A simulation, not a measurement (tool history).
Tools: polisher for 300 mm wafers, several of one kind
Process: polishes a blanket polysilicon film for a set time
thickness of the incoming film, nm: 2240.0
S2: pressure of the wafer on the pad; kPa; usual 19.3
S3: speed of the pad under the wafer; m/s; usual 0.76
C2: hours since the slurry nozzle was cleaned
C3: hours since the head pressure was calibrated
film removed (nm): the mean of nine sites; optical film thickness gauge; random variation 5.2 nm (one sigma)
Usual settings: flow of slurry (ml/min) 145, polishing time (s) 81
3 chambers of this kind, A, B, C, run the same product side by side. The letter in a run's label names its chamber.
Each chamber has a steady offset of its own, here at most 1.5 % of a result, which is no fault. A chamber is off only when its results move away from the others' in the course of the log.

{"hour": 5.3, "done": "chamber B: worn pad replaced by a new one"}
{"run": "1A", "hour": 8.6, "flow of slurry (ml/min)": 145, "S2": 19.3, "S3": 0.76, "polishing time (s)": 81, "wafers polished on this pad": 914, "C2": 129.8, "C3": 206.5, "film removed (nm)": 569.09}
{"run": "2C", "hour": 16.5, "flow of slurry (ml/min)": 145, "S2": 19.3, "S3": 0.76, "polishing time (s)": 81, "wafers polished on this pad": 342, "C2": 208.2, "C3": 509.4, "film removed (nm)": 588.43}
{"hour": 24.6, "done": "chamber A: worn pad replaced by a new one"}
{"run": "3B", "hour": 25.4, "flow of slurry (ml/min)": 145, "S2": 19.3, "S3": 0.76, "polishing time (s)": 81, "wafers polished on this pad": 213, "C2": 482.5, "C3": 458.6, "film removed (nm)": 574.0}
{"run": "4A", "hour": 30.6, "flow of slurry (ml/min)": 145, "S2": 19.3, "S3": 0.76, "polishing time (s)": 81, "wafers polished on this pad": 63, "C2": 151.8, "C3": 228.5, "film removed (nm)": 585.45}
{"run": "5C", "hour": 35.6, "flow of slurry (ml/min)": 145, "S2": 19.3, "S3": 0.76, "polishing time (s)": 81, "wafers polished on this pad": 544, "C2": 227.3, "C3": 528.5, "film removed (nm)": 582.71}
{"run": "6B", "hour": 44.7, "flow of slurry (ml/min)": 145, "S2": 19.3, "S3": 0.76, "polishing time (s)": 81, "wafers polished on this pad": 416, "C2": 501.8, "C3": 477.9, "film removed (nm)": 572.85}
{"run": "7B", "hour": 49.3, "flow of slurry (ml/min)": 145, "S2": 19.3, "S3": 0.76, "polishing time (s)": 81, "wafers polished on this pad": 465, "C2": 506.4, "C3": 482.5, "film removed (nm)": 573.82}
{"run": "8C", "hour": 55.5, "flow of slurry (ml/min)": 145, "S2": 19.3, "S3": 0.76, "polishing time (s)": 81, "wafers polished on this pad": 754, "C2": 247.2, "C3": 548.4, "film removed (nm)": 581.96}
{"run": "9A", "hour": 61.4, "flow of slurry (ml/min)": 145, "S2": 19.3, "S3": 0.76, "polishing time (s)": 81, "wafers polished on this pad": 388, "C2": 182.6, "C3": 259.3, "film removed (nm)": 582.0}
{"run": "10A", "hour": 67.0, "flow of slurry (ml/min)": 145, "S2": 19.3, "S3": 0.76, "polishing time (s)": 81, "wafers polished on this pad": 448, "C2": 188.2, "C3": 264.9, "film removed (nm)": 592.51}
{"run": "11C", "hour": 77.1, "flow of slurry (ml/min)": 145, "S2": 19.3, "S3": 0.76, "polishing time (s)": 81, "wafers polished on this pad": 982, "C2": 268.8, "C3": 570.0, "film removed (nm)": 582.93}
{"run": "12B", "hour": 86.2, "flow of slurry (ml/min)": 145, "S2": 13.8, "S3": 0.76, "polishing time (s)": 81, "wafers polished on this pad": 854, "C2": 543.3, "C3": 519.4, "film removed (nm)": 416.35}
{"run": "13C", "hour": 91.8, "flow of slurry (ml/min)": 145, "S2": 13.8, "S3": 0.76, "polishing time (s)": 81, "wafers polished on this pad": 1137, "C2": 283.5, "C3": 584.7, "film removed (nm)": 420.96}
{"run": "14A", "hour": 97.9, "flow of slurry (ml/min)": 145, "S2": 13.8, "S3": 0.76, "polishing time (s)": 81, "wafers polished on this pad": 774, "C2": 219.1, "C3": 295.8, "film removed (nm)": 425.55}
{"run": "15B", "hour": 104.0, "flow of slurry (ml/min)": 145, "S2": 19.3, "S3": 1.0, "polishing time (s)": 81, "wafers polished on this pad": 1042, "C2": 561.1, "C3": 537.2, "film removed (nm)": 762.67}
{"run": "16B", "hour": 111.4, "flow of slurry (ml/min)": 145, "S2": 19.3, "S3": 1.0, "polishing time (s)": 81, "wafers polished on this pad": 1121, "C2": 568.5, "C3": 544.6, "film removed (nm)": 768.53}
{"hour": 117.2, "done": "chamber B: worn pad replaced by a new one"}
{"run": "17C", "hour": 117.4, "flow of slurry (ml/min)": 145, "S2": 19.3, "S3": 1.0, "polishing time (s)": 81, "wafers polished on this pad": 1408, "C2": 309.1, "C3": 610.3, "film removed (nm)": 757.79}
{"hour": 118.9, "done": "chamber A: worn pad replaced by a new one"}
{"run": "18A", "hour": 122.4, "flow of slurry (ml/min)": 145, "S2": 19.3, "S3": 0.76, "polishing time (s)": 81, "wafers polished on this pad": 37, "C2": 243.6, "C3": 320.3, "film removed (nm)": 597.6}
{"run": "19A", "hour": 127.0, "flow of slurry (ml/min)": 145, "S2": 24.1, "S3": 0.76, "polishing time (s)": 81, "wafers polished on this pad": 85, "C2": 248.2, "C3": 324.9, "film removed (nm)": 747.92}
{"hour": 130.3, "done": "chamber C: worn pad replaced by a new one"}
{"run": "20B", "hour": 134.4, "flow of slurry (ml/min)": 145, "S2": 24.1, "S3": 0.76, "polishing time (s)": 81, "wafers polished on this pad": 182, "C2": 591.5, "C3": 567.6, "film removed (nm)": 716.08}
{"run": "21C", "hour": 142.2, "flow of slurry (ml/min)": 145, "S2": 24.1, "S3": 0.76, "polishing time (s)": 81, "wafers polished on this pad": 125, "C2": 333.9, "C3": 635.1, "film removed (nm)": 721.88}
{"run": "22C", "hour": 147.6, "flow of slurry (ml/min)": 145, "S2": 19.3, "S3": 0.76, "polishing time (s)": 81, "wafers polished on this pad": 182, "C2": 339.3, "C3": 640.5, "film removed (nm)": 578.9}
{"run": "23A", "hour": 152.1, "flow of slurry (ml/min)": 145, "S2": 19.3, "S3": 0.76, "polishing time (s)": 81, "wafers polished on this pad": 350, "C2": 273.3, "C3": 350.0, "film removed (nm)": 613.05}
{"run": "24B", "hour": 160.4, "flow of slurry (ml/min)": 145, "S2": 19.3, "S3": 0.76, "polishing time (s)": 81, "wafers polished on this pad": 457, "C2": 617.5, "C3": 593.6, "film removed (nm)": 583.08}
{"run": "25B", "hour": 167.8, "flow of slurry (ml/min)": 175, "S2": 19.3, "S3": 0.76, "polishing time (s)": 90, "wafers polished on this pad": 535, "C2": 624.9, "C3": 601.0, "film removed (nm)": 655.76}
{"run": "26C", "hour": 177.0, "flow of slurry (ml/min)": 175, "S2": 19.3, "S3": 0.76, "polishing time (s)": 90, "wafers polished on this pad": 493, "C2": 368.7, "C3": 669.9, "film removed (nm)": 659.3}
{"run": "27A", "hour": 183.9, "flow of slurry (ml/min)": 175, "S2": 19.3, "S3": 0.76, "polishing time (s)": 90, "wafers polished on this pad": 686, "C2": 305.1, "C3": 381.8, "film removed (nm)": 704.88}
{"run": "28B", "hour": 191.2, "flow of slurry (ml/min)": 145, "S2": 21.4, "S3": 0.96, "polishing time (s)": 81, "wafers polished on this pad": 782, "C2": 648.3, "C3": 624.4, "film removed (nm)": 815.62}

Next, every chamber runs the same settings. What will each give?
{"run": "29A", "hour": 198.5, "flow of slurry (ml/min)": 145, "S2": 22.8, "S3": 0.76, "polishing time (s)": 81, "film removed (nm)": "?"}
{"run": "29B", "hour": 198.5, "flow of slurry (ml/min)": 145, "S2": 22.8, "S3": 0.76, "polishing time (s)": 81, "film removed (nm)": "?"}
{"run": "29C", "hour": 198.5, "flow of slurry (ml/min)": 145, "S2": 22.8, "S3": 0.76, "polishing time (s)": 81, "film removed (nm)": "?"}

run=29A film_removed_(nm)=728.83
run=29B film_removed_(nm)=682.06
run=29C film_removed_(nm)=684.72

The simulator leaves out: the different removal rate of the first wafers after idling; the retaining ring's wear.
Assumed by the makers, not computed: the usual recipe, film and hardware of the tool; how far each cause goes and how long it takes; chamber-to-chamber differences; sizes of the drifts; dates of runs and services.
